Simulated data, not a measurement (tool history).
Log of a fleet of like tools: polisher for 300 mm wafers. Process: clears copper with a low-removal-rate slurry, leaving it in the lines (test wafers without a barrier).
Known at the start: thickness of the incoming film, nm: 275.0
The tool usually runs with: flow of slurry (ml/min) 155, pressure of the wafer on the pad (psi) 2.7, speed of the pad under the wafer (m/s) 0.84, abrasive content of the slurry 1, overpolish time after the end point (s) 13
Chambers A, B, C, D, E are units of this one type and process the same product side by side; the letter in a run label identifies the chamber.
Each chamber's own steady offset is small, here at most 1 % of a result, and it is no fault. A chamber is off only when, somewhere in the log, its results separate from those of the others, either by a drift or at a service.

run     day  flow of slurry (ml/min)  pressure of the wafer on the pad (psi)  speed of the pad under the wafer (m/s)  abrasive content of the slurry  overpolish time after the end point (s)  time until the end point was called (s)  dishing of a wide line in a test structure (nm)
 1D   0.312                      155                                     2.7                                    0.84                               1                                       13                                   110.01                                            18.16
 2C   0.638                      155                                     2.7                                    0.84                               1                                       13                                   108.79                                           18.575
 3B   0.883                      155                                     2.7                                    0.84                               1                                       13                                   112.27                                           18.596
 4A   1.246                      155                                     2.7                                    0.84                               1                                       13                                   109.78                                           18.595
      1.442  -- chamber E: slurry blender recalibrated
 5E   1.558                      155                                     2.7                                    0.84                               1                                       13                                   109.47                                           18.509
 6B   1.971                      155                                     2.3                                    0.84                             1.2                                       13                                   124.81                                           16.699
      2.021  -- chamber D: slurry blender recalibrated
 7D   2.167                      155                                     2.3                                    0.84                             1.2                                       13                                    121.5                                            16.34
 8A   2.525                      155                                     2.3                                    0.84                             1.2                                       13                                   125.31                                           16.672
 9C   2.858                      155                                     2.3                                    0.84                             1.2                                       13                                   123.01                                            16.67
      2.867  -- chamber C: worn pad replaced by a new one
10E   3.258                      155                                     2.3                                    0.84                             1.2                                       13                                   125.14                                           16.889
      3.292  -- chamber E: worn pad replaced by a new one
      3.517  -- chamber A: worn pad replaced by a new one
11D   3.629                      155                                     2.7                                    0.84                               1                                       13                                   107.99                                           17.691
12B   3.896                      155                                     2.7                                    0.84                               1                                       13                                   110.98                                           18.944
13A   4.221                      155                                     2.7                                    0.84                               1                                        6                                   110.69                                           10.257
      4.271  -- chamber A: slurry blender recalibrated
      4.467  -- chamber B: worn pad replaced by a new one
14C   4.488                      155                                     2.7                                    0.84                               1                                        6                                      111                                           10.414
      4.583  -- chamber C: slurry blender recalibrated
15E   4.783                      155                                     2.7                                    0.84                               1                                        6                                   109.05                                           10.269
16A   5.121                      155                                     2.7                                    0.84                               1                                        6                                   109.61                                           10.364
      5.171  -- chamber D: worn pad replaced by a new one
17E   5.458                      155                                     2.7                                    0.84                               1                                        6                                   111.34                                           10.319
18B   5.696                      155                                     2.7                                    0.84                               1                                       13                                   111.09                                           18.324
19D   6.046                      155                                     2.7                                    0.84                            1.15                                       13                                   105.53                                           18.465
20C   6.458                      155                                     2.7                                    0.84                            1.15                                       13                                   106.97                                            18.36
        6.8  -- chamber D: slurry blender recalibrated
21E   6.854                      155                                     2.7                                    0.84                            1.15                                       13                                   107.44                                           19.202
22A   7.062                      155                                     2.7                                    0.84                            1.15                                       13                                   103.21                                           19.376
23C   7.446                      155                                     2.7                                    0.84                            1.15                                       13                                   107.52                                           18.805
24B   7.733                      155                                     2.7                                    0.84                               1                                       13                                   109.05                                            18.08
25D   7.942                      155                                     2.7                                    0.84                               1                                       13                                   109.03                                           17.752
26C   8.212                      155                                     2.7                                    0.84                               1                                       13                                   110.94                                           18.766
27A   8.521                      155                                     2.7                                    0.84                               1                                       13                                   105.87                                           19.202
28D   8.783                      155                                       2                                    0.98                               1                                       13                                   124.39                                           16.453
      8.812  -- chamber E: slurry nozzle cleaned
29E   9.042                      155                                       2                                    0.98                               1                                       13                                   127.24                                           16.744
30B   9.438                      155                                       2                                    0.98                               1                                       13                                   127.48                                           16.714
31A   9.829                      155                                       2                                    0.98                               1                                       13                                   120.11                                           17.335
         10  -- chamber B: worn pad replaced by a new one
32B  10.025                      155                                       2                                    0.98                               1                                       13                                   126.36                                           16.566
33E    10.4                      155                                     2.7                                    0.84                               1                                       13                                   110.44                                           18.475
     10.479  -- chamber C: slurry nozzle cleaned
34D    10.8                      155                                     2.7                                    0.84                               1                                       13                                   109.45                                           18.129
35C  11.042                      155                                     2.7                                    0.84                               1                                       13                                   109.53                                           18.169
36D  11.292                      155                                     2.7                                    0.84                               1                                       13                                   110.58                                           18.435

What goes on in this fleet: one chamber off, a drifting gauge, or nothing beyond the chambers' own small offsets? Name the chamber and the cause, if any.

Chamber A drifts away from the others.
Cause: head's pressure above its setpoint, % = 9.39.

Chamber A could run next with any of the 4 candidate recipes listed below; each alters the usual settings, and their results appear as question marks. Which one brings its results back in line with what the other chambers deliver on the usual settings?
Allowed miss from the other chambers' usual-settings mean, per result, to count as in line: time until the end point was called (s) 3.7; dishing of a wide line in a test structure (nm) 0.83
37A-1  11.608                      155                                     2.7                                    0.86                               1                                       13                                        ?                                                ?
37A-2  11.608                      155                                     2.6                                     0.8                               1                                       13                                        ?                                                ?
37A-3  11.608                      155                                     2.8                                    0.88                               1                                       13                                        ?                                                ?
37A-4  11.608                      155                                     2.7                                    0.82                               1                                       13                                        ?                                                ?

What the other chambers average on the usual settings: time until the end point was called (s) 110.44; dishing of a wide line in a test structure (nm) 18.378
  run  time until the end point was called (s)  dishing of a wide line in a test structure (nm)
37A-1                                   98.342                                           19.888
37A-2                                    109.8                                           18.467
37A-3                                   92.644                                           20.682
37A-4                                   103.12                                            19.28
37A-2 brings the chamber back in line.
